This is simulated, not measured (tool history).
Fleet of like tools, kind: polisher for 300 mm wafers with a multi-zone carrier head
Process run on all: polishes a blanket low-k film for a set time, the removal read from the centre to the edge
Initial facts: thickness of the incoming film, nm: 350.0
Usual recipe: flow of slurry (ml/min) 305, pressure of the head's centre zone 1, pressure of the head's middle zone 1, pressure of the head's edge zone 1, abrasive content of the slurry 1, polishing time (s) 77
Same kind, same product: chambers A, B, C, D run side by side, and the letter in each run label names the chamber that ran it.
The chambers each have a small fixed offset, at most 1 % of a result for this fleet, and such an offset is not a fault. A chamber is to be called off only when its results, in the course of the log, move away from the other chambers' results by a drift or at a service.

| run | hour | flow of slurry (ml/min) | pressure of the head's centre zone | pressure of the head's middle zone | pressure of the head's edge zone | abrasive content of the slurry | polishing time (s) | film removed at the wafer's centre (nm) | film removed at mid-radius (nm) | film removed at the wafer's edge (nm) |
|---|---|---|---|---|---|---|---|---|---|---|
|  | 6.7 | chamber A: worn pad replaced by a new one |
| 1D | 11.1 | 305 | 1 | 1 | 1 | 1 | 77 | 25.495 | 26.068 | 26.541 |
| 2A | 22.3 | 305 | 1 | 1 | 1 | 1 | 77 | 25.355 | 26.155 | 25.638 |
| 3C | 28.7 | 305 | 1 | 1 | 1 | 1 | 77 | 25.582 | 26.267 | 25.627 |
| 4B | 37 | 305 | 1 | 1 | 1 | 1 | 77 | 25.981 | 26.306 | 25.69 |
| 5C | 49.2 | 305 | 1 | 1 | 1 | 1 | 77 | 25.246 | 25.653 | 25.134 |
|  | 55.5 | chamber D: worn pad replaced by a new one |
|  | 56.3 | chamber B: worn pad replaced by a new one |
| 6B | 59.1 | 305 | 1 | 1 | 1 | 1 | 77 | 26.201 | 25.942 | 25.996 |
| 7A | 66 | 305 | 1 | 1 | 1 | 1 | 77 | 26.017 | 26.268 | 25.159 |
|  | 76.7 | chamber A: worn pad replaced by a new one |
| 8D | 76.8 | 305 | 1 | 1 | 1 | 1 | 77 | 25.193 | 25.658 | 26.397 |
|  | 77.9 | chamber D: edge zone pressure recalibrated |
| 9A | 82.3 | 305 | 1 | 1 | 1 | 1 | 77 | 26.157 | 26.125 | 26.526 |
| 10C | 91.9 | 305 | 1 | 1 | 1 | 1.2 | 77 | 27.115 | 26.977 | 26.749 |
| 11D | 100.1 | 305 | 1 | 1 | 1 | 1.2 | 77 | 27.976 | 28.161 | 28.255 |
| 12B | 106.2 | 305 | 1 | 1 | 1 | 1.2 | 77 | 27.73 | 28.077 | 28.148 |
| 13B | 112.2 | 305 | 1 | 1 | 1 | 1.2 | 77 | 27.669 | 27.796 | 28.426 |
| 14C | 118.2 | 305 | 1 | 1 | 1 | 1 | 77 | 24.116 | 24.3 | 24.772 |
| 15D | 126.6 | 305 | 1 | 1 | 1 | 1 | 77 | 25.213 | 25.814 | 26.015 |
| 16A | 133 | 305 | 0.9 | 1 | 1 | 1 | 77 | 22.4 | 25.987 | 25.628 |
| 17D | 138.4 | 305 | 0.9 | 1 | 1 | 1 | 77 | 22.861 | 25.738 | 25.821 |
|  | 141.2 | chamber A: worn pad replaced by a new one |
| 18B | 147.4 | 305 | 0.9 | 1 | 1 | 1 | 77 | 23.299 | 25.838 | 26.217 |
| 19A | 155.1 | 305 | 0.9 | 1 | 1 | 1 | 77 | 22.61 | 25.991 | 25.26 |
|  | 156 | chamber C: slurry nozzle cleaned |
|  | 159.3 | chamber B: worn pad replaced by a new one |
| 20C | 161 | 305 | 1 | 1 | 1 | 1 | 77 | 23.407 | 23.836 | 23.331 |
| 21B | 167.1 | 305 | 1 | 1 | 1 | 1 | 77 | 26.191 | 25.729 | 25.509 |
|  | 169.2 | chamber A: centre zone pressure recalibrated |
|  | 172.2 | chamber D: worn pad replaced by a new one |
| 22D | 178.1 | 340 | 1 | 1.05 | 1 | 1 | 77 | 26.161 | 27.194 | 25.842 |
| 23C | 187.3 | 340 | 1 | 1.05 | 1 | 1 | 77 | 23.12 | 24.585 | 23.379 |
|  | 187.9 | chamber A: slurry nozzle cleaned |
| 24A | 193.4 | 340 | 1 | 1.05 | 1 | 1 | 77 | 26.135 | 27.441 | 26.204 |
| 25C | 203.2 | 340 | 1 | 1.05 | 1 | 1 | 77 | 22.756 | 24.489 | 22.92 |
| 26A | 208.5 | 305 | 1 | 1 | 1 | 1 | 77 | 25.471 | 26.253 | 25.195 |
| 27B | 219.8 | 305 | 0.94 | 1 | 0.89 | 1 | 77 | 24.135 | 26.002 | 24.586 |

The same settings go to every chamber for the next run, one line per chamber below. Forecast the results for each:
| 28A | 228.5 | 305 | 1 | 1 | 1 | 1 | 77 | ? | ? | ? |
| 28B | 228.5 | 305 | 1 | 1 | 1 | 1 | 77 | ? | ? | ? |
| 28C | 228.5 | 305 | 1 | 1 | 1 | 1 | 77 | ? | ? | ? |
| 28D | 228.5 | 305 | 1 | 1 | 1 | 1 | 77 | ? | ? | ? |

| run | film removed at the wafer's centre (nm) | film removed at mid-radius (nm) | film removed at the wafer's edge (nm) |
|---|---|---|---|
| 28A | 25.048 | 25.9 | 25.265 |
| 28B | 25.723 | 25.591 | 25.39 |
| 28C | 22.276 | 22.633 | 22.501 |
| 28D | 25.563 | 25.506 | 25.725 |

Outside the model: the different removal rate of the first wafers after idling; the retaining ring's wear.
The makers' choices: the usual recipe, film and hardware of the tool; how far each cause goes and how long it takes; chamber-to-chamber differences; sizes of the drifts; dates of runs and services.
